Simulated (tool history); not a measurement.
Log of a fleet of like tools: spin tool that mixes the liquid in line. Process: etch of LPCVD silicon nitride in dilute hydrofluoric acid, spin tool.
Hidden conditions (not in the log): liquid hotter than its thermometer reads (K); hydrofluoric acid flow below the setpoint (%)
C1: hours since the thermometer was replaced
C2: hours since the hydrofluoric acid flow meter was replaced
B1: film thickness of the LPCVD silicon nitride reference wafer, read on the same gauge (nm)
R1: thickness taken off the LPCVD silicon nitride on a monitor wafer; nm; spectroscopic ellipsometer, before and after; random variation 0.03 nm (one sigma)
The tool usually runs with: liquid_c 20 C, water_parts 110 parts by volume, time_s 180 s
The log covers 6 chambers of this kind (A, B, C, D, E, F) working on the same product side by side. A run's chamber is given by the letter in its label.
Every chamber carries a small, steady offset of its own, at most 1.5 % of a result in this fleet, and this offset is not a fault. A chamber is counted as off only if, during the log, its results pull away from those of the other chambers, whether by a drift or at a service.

Run 1F, hour 5.8: usual settings; C1 981.6; C2 1429.1; B1 89.998. Result: R1 0.60236 nm.
At hour 13.6: chamber A: thermometer replaced.
Run 2E, hour 13.9: usual settings; C1 2858.9; C2 276.8; B1 89.986. Result: R1 0.54923 nm.
Run 3D, hour 23.2: usual settings; C1 101.3; C2 1834.0; B1 90.009. Result: R1 0.60018 nm.
Run 4C, hour 32.7: usual settings; C1 395.5; C2 380.8; B1 90.002. Result: R1 0.61618 nm.
Run 5A, hour 38.2: usual settings; C1 24.7; C2 196.2; B1 89.970. Result: R1 0.51655 nm.
Run 6B, hour 46.2: usual settings; C1 495.8; C2 1175.3; B1 90.004. Result: R1 0.57525 nm.
Run 7F, hour 52.0: usual settings; C1 1027.8; C2 1475.3; B1 90.022. Result: R1 0.55660 nm.
Run 8A, hour 62.0: usual settings; C1 48.5; C2 220.0; B1 90.012. Result: R1 0.59086 nm.
Run 9C, hour 70.6: usual settings; C1 433.4; C2 418.7; B1 90.006. Result: R1 0.60871 nm.
Run 10D, hour 75.6: usual settings; C1 153.7; C2 1886.4; B1 89.989. Result: R1 0.61499 nm.
At hour 81.5: chamber D: hydrofluoric acid flow meter replaced.
Run 11B, hour 84.7: usual settings but time_s 265 s; C1 534.3; C2 1213.8; B1 90.010. Result: R1 0.78156 nm.
Run 12E, hour 90.6: usual settings but time_s 265 s; C1 2935.6; C2 353.5; B1 90.000. Result: R1 0.86709 nm.
At hour 92.0: chamber F: thermometer replaced.
At hour 96.2: chamber C: hydrofluoric acid flow meter replaced.
Run 13A, hour 101.1: usual settings but time_s 265 s; C1 87.6; C2 259.1; B1 89.992. Result: R1 0.85591 nm.
Run 14F, hour 107.5: usual settings but time_s 265 s; C1 15.5; C2 1530.8; B1 89.984. Result: R1 0.82340 nm.
Run 15E, hour 114.9: usual settings but time_s 265 s; C1 2959.9; C2 377.8; B1 89.979. Result: R1 0.90776 nm.
Run 16C, hour 122.0: usual settings but time_s 265 s; C1 484.8; C2 25.9; B1 90.011. Result: R1 0.87175 nm.
Run 17B, hour 131.3: usual settings; C1 580.9; C2 1260.4; B1 89.989. Result: R1 0.63784 nm.
At hour 133.9: chamber E: hydrofluoric acid flow meter replaced.
Run 18D, hour 139.5: usual settings; C1 217.6; C2 58.1; B1 89.977. Result: R1 0.61507 nm.
Run 19D, hour 144.4: usual settings; C1 222.5; C2 63.0; B1 90.030. Result: R1 0.63888 nm.
Run 20B, hour 151.6: usual settings; C1 601.2; C2 1280.7; B1 89.992. Result: R1 0.59236 nm.
Run 21C, hour 160.1: usual settings; C1 522.9; C2 64.0; B1 89.999. Result: R1 0.63655 nm.
Run 22E, hour 170.9: usual settings; C1 3015.9; C2 37.1; B1 90.045. Result: R1 0.57888 nm.
Run 23F, hour 177.3: usual settings; C1 85.3; C2 1600.6; B1 90.002. Result: R1 0.61441 nm.
Run 24A, hour 185.6: usual settings; C1 172.1; C2 343.6; B1 90.026. Result: R1 0.65238 nm.
At hour 187.8: chamber C: thermometer replaced.
Run 25D, hour 190.7: usual settings; C1 268.8; C2 109.3; B1 89.952. Result: R1 0.58208 nm.
Run 26F, hour 195.7: usual settings; C1 103.7; C2 1619.0; B1 90.013. Result: R1 0.54289 nm.
Run 27E, hour 203.2: usual settings; C1 3048.2; C2 69.4; B1 89.984. Result: R1 0.54129 nm.
Run 28A, hour 211.2: usual settings; C1 197.7; C2 369.2; B1 89.981. Result: R1 0.56936 nm.
Run 29B, hour 218.5: usual settings; C1 668.1; C2 1347.6; B1 89.961. Result: R1 0.60164 nm.
Run 30C, hour 227.9: usual settings; C1 40.2; C2 131.8; B1 90.004. Result: R1 0.57642 nm.
Run 31B, hour 235.5: usual settings but water_parts 60 parts by volume; C1 685.1; C2 1364.6; B1 89.985. Result: R1 1.06170 nm.
Run 32A, hour 240.4: usual settings but water_parts 60 parts by volume; C1 226.9; C2 398.4; B1 89.983. Result: R1 1.06890 nm.
Run 33F, hour 248.2: usual settings but water_parts 60 parts by volume; C1 156.2; C2 1671.5; B1 90.028. Result: R1 1.06150 nm.
Run 34E, hour 256.4: usual settings but water_parts 60 parts by volume; C1 3101.4; C2 122.6; B1 89.979. Result: R1 1.08900 nm.
Run 35C, hour 264.1: usual settings but water_parts 60 parts by volume; C1 76.4; C2 168.0; B1 89.996. Result: R1 0.99759 nm.
Run 36D, hour 268.8: usual settings but water_parts 60 parts by volume; C1 346.9; C2 187.4; B1 90.022. Result: R1 1.12290 nm.
Run 37B, hour 274.7: usual settings; C1 724.3; C2 1403.8; B1 90.004. Result: R1 0.57433 nm.
Run 38A, hour 281.9: usual settings; C1 268.4; C2 439.9; B1 89.970. Result: R1 0.56467 nm.
Run 39C, hour 287.2: usual settings; C1 99.5; C2 191.1; B1 89.969. Result: R1 0.58084 nm.
Run 40F, hour 293.0: usual settings but liquid_c 24 C; C1 201.0; C2 1716.3; B1 90.014. Result: R1 0.73974 nm.
Run 41E, hour 300.4: usual settings but liquid_c 24 C; C1 3145.4; C2 166.6; B1 89.981. Result: R1 0.75489 nm.
Run 42D, hour 306.3: usual settings but liquid_c 24 C; C1 384.4; C2 224.9; B1 89.993. Result: R1 0.68674 nm.
Run 43F, hour 316.6: usual settings but liquid_c 24 C; C1 224.6; C2 1739.9; B1 89.995. Result: R1 0.76447 nm.
Run 44A, hour 321.5: usual settings but liquid_c 24 C; C1 308.0; C2 479.5; B1 90.015. Result: R1 0.78532 nm.

All 6 chambers run these settings next. Forecast each chamber's results:
Run 45A, hour 329.2: usual settings but water_parts 135 parts by volume. Result: R1 ?.
Run 45B, hour 329.2: usual settings but water_parts 135 parts by volume. Result: R1 ?.
Run 45C, hour 329.2: usual settings but water_parts 135 parts by volume. Result: R1 ?.
Run 45D, hour 329.2: usual settings but water_parts 135 parts by volume. Result: R1 ?.
Run 45E, hour 329.2: usual settings but water_parts 135 parts by volume. Result: R1 ?.
Run 45F, hour 329.2: usual settings but water_parts 135 parts by volume. Result: R1 ?.

run       R1
45A  0.51160
45B  0.44054
45C  0.53546
45D  0.51422
45E  0.45095
45F  0.44742
